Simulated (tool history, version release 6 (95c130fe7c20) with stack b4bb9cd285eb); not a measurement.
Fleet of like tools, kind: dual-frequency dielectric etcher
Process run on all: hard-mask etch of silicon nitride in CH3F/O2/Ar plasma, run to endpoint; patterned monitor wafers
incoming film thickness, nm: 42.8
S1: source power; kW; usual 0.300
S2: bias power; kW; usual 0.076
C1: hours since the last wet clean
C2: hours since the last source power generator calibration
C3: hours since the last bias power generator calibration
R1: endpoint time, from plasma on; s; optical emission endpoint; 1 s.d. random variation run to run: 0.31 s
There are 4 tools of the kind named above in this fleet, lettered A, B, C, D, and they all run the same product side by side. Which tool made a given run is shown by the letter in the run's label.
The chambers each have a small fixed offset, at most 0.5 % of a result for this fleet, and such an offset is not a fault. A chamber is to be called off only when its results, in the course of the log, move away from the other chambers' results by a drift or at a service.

run 1D hour=9.4 | S1=0.300 S2=0.076 | C1=95.5 C2=899.0 C3=3617.7 | R1=67.473
run 2C hour=17.1 | S1=0.300 S2=0.076 | C1=127.8 C2=2557.6 C3=2111.2 | R1=68.044
run 3B hour=25.1 | S1=0.300 S2=0.076 | C1=244.6 C2=1468.5 C3=707.9 | R1=67.033
run 4A hour=31.4 | S1=0.300 S2=0.076 | C1=505.6 C2=35.6 C3=3333.5 | R1=67.574
run 5D hour=38.2 | S1=0.300 S2=0.076 | C1=124.3 C2=927.8 C3=3646.5 | R1=67.217
run 6C hour=44.6 | S1=0.300 S2=0.076 | C1=155.3 C2=2585.1 C3=2138.7 | R1=67.927
run 7B hour=53.0 | S1=0.300 S2=0.076 | C1=272.5 C2=1496.4 C3=735.8 | R1=67.211
-- hour=62.0 chamber A: wet clean of the chamber
run 8A hour=62.2 | S1=0.300 S2=0.076 | C1=0.2 C2=66.4 C3=3364.3 | R1=68.119
run 9B hour=66.8 | S1=0.300 S2=0.076 | C1=286.3 C2=1510.2 C3=749.6 | R1=67.544
run 10D hour=75.2 | S1=0.300 S2=0.076 | C1=161.3 C2=964.8 C3=3683.5 | R1=67.501
run 11C hour=83.1 | S1=0.230 S2=0.063 | C1=193.8 C2=2623.6 C3=2177.2 | R1=79.483
run 12A hour=91.3 | S1=0.230 S2=0.063 | C1=29.3 C2=95.5 C3=3393.4 | R1=79.891
run 13D hour=98.3 | S1=0.230 S2=0.063 | C1=184.4 C2=987.9 C3=3706.6 | R1=79.658
run 14C hour=105.1 | S1=0.230 S2=0.063 | C1=215.8 C2=2645.6 C3=2199.2 | R1=79.578
run 15A hour=114.8 | S1=0.220 S2=0.076 | C1=52.8 C2=119.0 C3=3416.9 | R1=76.098
run 16B hour=123.9 | S1=0.220 S2=0.076 | C1=343.4 C2=1567.3 C3=806.7 | R1=75.712
run 17D hour=130.6 | S1=0.220 S2=0.076 | C1=216.7 C2=1020.2 C3=3738.9 | R1=75.142
run 18C hour=136.9 | S1=0.220 S2=0.076 | C1=247.6 C2=2677.4 C3=2231.0 | R1=75.883
run 19A hour=142.3 | S1=0.300 S2=0.076 | C1=80.3 C2=146.5 C3=3444.4 | R1=67.295
run 20B hour=148.4 | S1=0.370 S2=0.083 | C1=367.9 C2=1591.8 C3=831.2 | R1=60.979
run 21B hour=158.8 | S1=0.370 S2=0.083 | C1=378.3 C2=1602.2 C3=841.6 | R1=61.180
run 22D hour=166.6 | S1=0.370 S2=0.083 | C1=252.7 C2=1056.2 C3=3774.9 | R1=60.392
run 23A hour=175.6 | S1=0.370 S2=0.083 | C1=113.6 C2=179.8 C3=3477.7 | R1=60.597
run 24C hour=180.7 | S1=0.300 S2=0.076 | C1=291.4 C2=2721.2 C3=2274.8 | R1=67.392
-- hour=185.6 chamber A: bias power generator calibrated
run 25D hour=189.8 | S1=0.300 S2=0.076 | C1=275.9 C2=1079.4 C3=3798.1 | R1=67.157
run 26A hour=196.9 | S1=0.300 S2=0.061 | C1=134.9 C2=201.1 C3=11.3 | R1=72.878
run 27B hour=205.5 | S1=0.300 S2=0.061 | C1=425.0 C2=1648.9 C3=888.3 | R1=74.105
run 28C hour=210.2 | S1=0.300 S2=0.061 | C1=320.9 C2=2750.7 C3=2304.3 | R1=73.152
run 29C hour=217.7 | S1=0.300 S2=0.061 | C1=328.4 C2=2758.2 C3=2311.8 | R1=72.725
run 30B hour=224.2 | S1=0.300 S2=0.076 | C1=443.7 C2=1667.6 C3=907.0 | R1=68.610
run 31A hour=231.3 | S1=0.300 S2=0.076 | C1=169.3 C2=235.5 C3=45.7 | R1=67.358
run 32D hour=239.7 | S1=0.300 S2=0.076 | C1=325.8 C2=1129.3 C3=3848.0 | R1=67.932
run 33D hour=249.5 | S1=0.300 S2=0.076 | C1=335.6 C2=1139.1 C3=3857.8 | R1=67.371
-- hour=251.0 chamber C: wet clean of the chamber
run 34A hour=255.1 | S1=0.300 S2=0.076 | C1=193.1 C2=259.3 C3=69.5 | R1=67.817
run 35B hour=262.5 | S1=0.300 S2=0.076 | C1=482.0 C2=1705.9 C3=945.3 | R1=69.656
run 36C hour=268.7 | S1=0.300 S2=0.076 | C1=17.8 C2=2809.2 C3=2362.8 | R1=67.790
run 37A hour=278.7 | S1=0.300 S2=0.076 | C1=216.7 C2=282.9 C3=93.1 | R1=67.010
run 38D hour=284.1 | S1=0.370 S2=0.091 | C1=370.2 C2=1173.7 C3=3892.4 | R1=58.370
run 39C hour=293.6 | S1=0.370 S2=0.091 | C1=42.7 C2=2834.1 C3=2387.7 | R1=58.557
run 40B hour=299.7 | S1=0.370 S2=0.091 | C1=519.2 C2=1743.1 C3=982.5 | R1=61.412
run 41A hour=309.3 | S1=0.370 S2=0.091 | C1=247.3 C2=313.5 C3=123.7 | R1=58.471
run 42D hour=318.1 | S1=0.300 S2=0.076 | C1=404.2 C2=1207.7 C3=3926.4 | R1=67.325
run 43B hour=324.7 | S1=0.300 S2=0.076 | C1=544.2 C2=1768.1 C3=1007.5 | R1=70.986

Next, all 4 chambers run the settings below, one line each with question marks for the results. What does each chamber give?
run 44A hour=332.2 | S1=0.300 S2=0.060 | R1=?
run 44B hour=332.2 | S1=0.300 S2=0.060 | R1=?
run 44C hour=332.2 | S1=0.300 S2=0.060 | R1=?
run 44D hour=332.2 | S1=0.300 S2=0.060 | R1=?

run=44A R1=73.638
run=44B R1=76.866
run=44C R1=73.482
run=44D R1=73.736
